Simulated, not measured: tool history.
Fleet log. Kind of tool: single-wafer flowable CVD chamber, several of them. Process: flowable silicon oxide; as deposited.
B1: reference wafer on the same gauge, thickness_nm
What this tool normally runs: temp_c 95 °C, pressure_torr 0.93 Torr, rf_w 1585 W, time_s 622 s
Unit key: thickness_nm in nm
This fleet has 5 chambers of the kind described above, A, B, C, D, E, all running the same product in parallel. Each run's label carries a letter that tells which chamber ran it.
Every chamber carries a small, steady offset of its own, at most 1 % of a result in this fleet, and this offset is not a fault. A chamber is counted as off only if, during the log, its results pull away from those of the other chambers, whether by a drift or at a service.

{"run": "1B", "hour": 5.6, "temp_c": 95, "pressure_torr": 0.93, "rf_w": 1585, "time_s": 622, "B1": 428.8, "thickness_nm": 506.24}
{"run": "2A", "hour": 16.2, "temp_c": 95, "pressure_torr": 0.93, "rf_w": 1585, "time_s": 622, "B1": 428.58, "thickness_nm": 503.14}
{"run": "3E", "hour": 21.3, "temp_c": 95, "pressure_torr": 0.93, "rf_w": 1585, "time_s": 622, "B1": 428.8, "thickness_nm": 506.47}
{"run": "4D", "hour": 30.0, "temp_c": 95, "pressure_torr": 0.93, "rf_w": 1585, "time_s": 622, "B1": 429.15, "thickness_nm": 508.12}
{"run": "5C", "hour": 35.4, "temp_c": 95, "pressure_torr": 0.93, "rf_w": 1585, "time_s": 622, "B1": 429.65, "thickness_nm": 508.29}
{"run": "6E", "hour": 43.3, "temp_c": 95, "pressure_torr": 0.93, "rf_w": 1585, "time_s": 622, "B1": 428.57, "thickness_nm": 506.73}
{"run": "7B", "hour": 48.4, "temp_c": 95, "pressure_torr": 0.93, "rf_w": 1585, "time_s": 622, "B1": 428.97, "thickness_nm": 508.74}
{"run": "8C", "hour": 55.5, "temp_c": 95, "pressure_torr": 0.93, "rf_w": 1585, "time_s": 622, "B1": 428.42, "thickness_nm": 505.87}
{"run": "9D", "hour": 62.2, "temp_c": 107, "pressure_torr": 0.93, "rf_w": 1585, "time_s": 716, "B1": 428.75, "thickness_nm": 395.57}
{"run": "10A", "hour": 70.8, "temp_c": 107, "pressure_torr": 0.93, "rf_w": 1585, "time_s": 716, "B1": 429.01, "thickness_nm": 388.45}
{"run": "11C", "hour": 77.5, "temp_c": 107, "pressure_torr": 0.93, "rf_w": 1585, "time_s": 716, "B1": 428.98, "thickness_nm": 391.25}
{"run": "12D", "hour": 84.9, "temp_c": 107, "pressure_torr": 0.93, "rf_w": 1585, "time_s": 716, "B1": 428.96, "thickness_nm": 395.99}
{"run": "13B", "hour": 90.3, "temp_c": 107, "pressure_torr": 0.93, "rf_w": 1585, "time_s": 716, "B1": 429.01, "thickness_nm": 390.18}
{"run": "14E", "hour": 98.1, "temp_c": 95, "pressure_torr": 0.93, "rf_w": 1585, "time_s": 622, "B1": 429.16, "thickness_nm": 503.59}
{"run": "15A", "hour": 104.1, "temp_c": 95, "pressure_torr": 0.93, "rf_w": 1585, "time_s": 622, "B1": 428.68, "thickness_nm": 499.34}
{"run": "16D", "hour": 113.3, "temp_c": 95, "pressure_torr": 0.93, "rf_w": 1585, "time_s": 622, "B1": 428.81, "thickness_nm": 511.35}
{"run": "17C", "hour": 123.9, "temp_c": 95, "pressure_torr": 0.93, "rf_w": 1585, "time_s": 622, "B1": 428.95, "thickness_nm": 506.24}
{"run": "18A", "hour": 131.2, "temp_c": 95, "pressure_torr": 0.93, "rf_w": 1585, "time_s": 622, "B1": 429.39, "thickness_nm": 503.1}
{"run": "19E", "hour": 136.5, "temp_c": 95, "pressure_torr": 0.93, "rf_w": 1585, "time_s": 622, "B1": 428.82, "thickness_nm": 503.01}
{"run": "20B", "hour": 144.8, "temp_c": 95, "pressure_torr": 0.93, "rf_w": 1585, "time_s": 622, "B1": 429.01, "thickness_nm": 507.01}
{"run": "21C", "hour": 155.4, "temp_c": 95, "pressure_torr": 0.93, "rf_w": 1585, "time_s": 622, "B1": 428.67, "thickness_nm": 506.45}
{"run": "22E", "hour": 164.9, "temp_c": 95, "pressure_torr": 0.93, "rf_w": 1585, "time_s": 622, "B1": 428.9, "thickness_nm": 503.71}
{"hour": 168.8, "done": "chamber B: thermocouple changed; heater temperature recalibrated"}
{"run": "23A", "hour": 172.0, "temp_c": 95, "pressure_torr": 0.93, "rf_w": 1585, "time_s": 622, "B1": 428.83, "thickness_nm": 498.44}
{"run": "24D", "hour": 177.4, "temp_c": 95, "pressure_torr": 0.93, "rf_w": 1585, "time_s": 622, "B1": 428.64, "thickness_nm": 508.46}
{"run": "25B", "hour": 184.2, "temp_c": 95, "pressure_torr": 0.93, "rf_w": 1585, "time_s": 622, "B1": 428.94, "thickness_nm": 507.14}
{"run": "26D", "hour": 192.1, "temp_c": 95, "pressure_torr": 0.93, "rf_w": 1585, "time_s": 622, "B1": 429.27, "thickness_nm": 505.5}
{"run": "27E", "hour": 200.5, "temp_c": 95, "pressure_torr": 0.93, "rf_w": 1585, "time_s": 622, "B1": 429.12, "thickness_nm": 502.08}
{"run": "28B", "hour": 205.4, "temp_c": 95, "pressure_torr": 0.93, "rf_w": 1585, "time_s": 622, "B1": 429.23, "thickness_nm": 505.91}
{"hour": 213.7, "done": "chamber C: RF generator calibrated"}
{"run": "29C", "hour": 214.2, "temp_c": 95, "pressure_torr": 0.93, "rf_w": 1585, "time_s": 622, "B1": 429.2, "thickness_nm": 506.1}
{"run": "30A", "hour": 219.5, "temp_c": 95, "pressure_torr": 0.93, "rf_w": 1585, "time_s": 622, "B1": 428.97, "thickness_nm": 499.67}
{"run": "31D", "hour": 225.6, "temp_c": 95, "pressure_torr": 0.93, "rf_w": 1585, "time_s": 622, "B1": 429.35, "thickness_nm": 506.69}
{"run": "32A", "hour": 235.7, "temp_c": 95, "pressure_torr": 0.93, "rf_w": 1585, "time_s": 622, "B1": 428.69, "thickness_nm": 503.25}
{"run": "33B", "hour": 241.3, "temp_c": 95, "pressure_torr": 0.93, "rf_w": 1585, "time_s": 622, "B1": 428.94, "thickness_nm": 503.28}
{"run": "34C", "hour": 248.5, "temp_c": 95, "pressure_torr": 0.93, "rf_w": 1585, "time_s": 622, "B1": 428.9, "thickness_nm": 507.83}
{"run": "35E", "hour": 253.6, "temp_c": 95, "pressure_torr": 0.93, "rf_w": 1585, "time_s": 622, "B1": 429.13, "thickness_nm": 496.59}
{"hour": 254.6, "done": "chamber D: RF generator calibrated"}
{"run": "36E", "hour": 258.8, "temp_c": 82, "pressure_torr": 0.93, "rf_w": 1585, "time_s": 622, "B1": 429.25, "thickness_nm": 746.96}
{"hour": 260.3, "done": "chamber C: capacitance manometer re-zeroed and calibrated"}
{"run": "37A", "hour": 268.1, "temp_c": 82, "pressure_torr": 0.93, "rf_w": 1585, "time_s": 622, "B1": 429.38, "thickness_nm": 748.04}
{"run": "38B", "hour": 278.6, "temp_c": 82, "pressure_torr": 0.93, "rf_w": 1585, "time_s": 622, "B1": 429.07, "thickness_nm": 760.04}
{"run": "39D", "hour": 286.4, "temp_c": 82, "pressure_torr": 0.93, "rf_w": 1585, "time_s": 622, "B1": 429.28, "thickness_nm": 757.47}
{"run": "40C", "hour": 293.2, "temp_c": 82, "pressure_torr": 0.93, "rf_w": 1585, "time_s": 622, "B1": 429.26, "thickness_nm": 758.93}
{"run": "41B", "hour": 302.9, "temp_c": 95, "pressure_torr": 0.93, "rf_w": 1585, "time_s": 622, "B1": 429.44, "thickness_nm": 506.23}
{"run": "42E", "hour": 312.9, "temp_c": 101, "pressure_torr": 0.93, "rf_w": 1585, "time_s": 622, "B1": 428.82, "thickness_nm": 406.37}

What goes on in this fleet: one chamber off, a drifting gauge, or nothing beyond the chambers' own small offsets? Name the chamber and the cause, if any.

One chamber, E, drifts off from the rest bit by bit.
Most likely cause: delivered RF power below the setpoint (%) = 6.95.
It could be hard to tell apart here from: wafer temperature above the value expected at the setpoint (K); true pressure below the setpoint (%).

Below are 4 candidate recipes for chamber E's next run, each the usual settings with a change, their results shown as question marks. Which of them brings E's results back in line with what the other chambers give on the usual settings?
A result is in line if it is within this distance of the other chambers' mean on the usual settings: thickness_nm 7.00 nm
{"run": "43E-1", "hour": 320.9, "temp_c": 95, "pressure_torr": 0.93, "rf_w": 1585, "time_s": 593, "thickness_nm": "?"}
{"run": "43E-2", "hour": 320.9, "temp_c": 95, "pressure_torr": 0.946, "rf_w": 1590, "time_s": 622, "thickness_nm": "?"}
{"run": "43E-3", "hour": 320.9, "temp_c": 95, "pressure_torr": 0.93, "rf_w": 1485, "time_s": 622, "thickness_nm": "?"}
{"run": "43E-4", "hour": 320.9, "temp_c": 95, "pressure_torr": 0.955, "rf_w": 1585, "time_s": 631, "thickness_nm": "?"}

The mean the other chambers reach with the usual settings: thickness_nm 506.38 nm
run=43E-1 thickness_nm=472.71
run=43E-2 thickness_nm=506.90
run=43E-3 thickness_nm=484.34
run=43E-4 thickness_nm=519.66
43E-2 puts the chamber back in line with the other chambers.

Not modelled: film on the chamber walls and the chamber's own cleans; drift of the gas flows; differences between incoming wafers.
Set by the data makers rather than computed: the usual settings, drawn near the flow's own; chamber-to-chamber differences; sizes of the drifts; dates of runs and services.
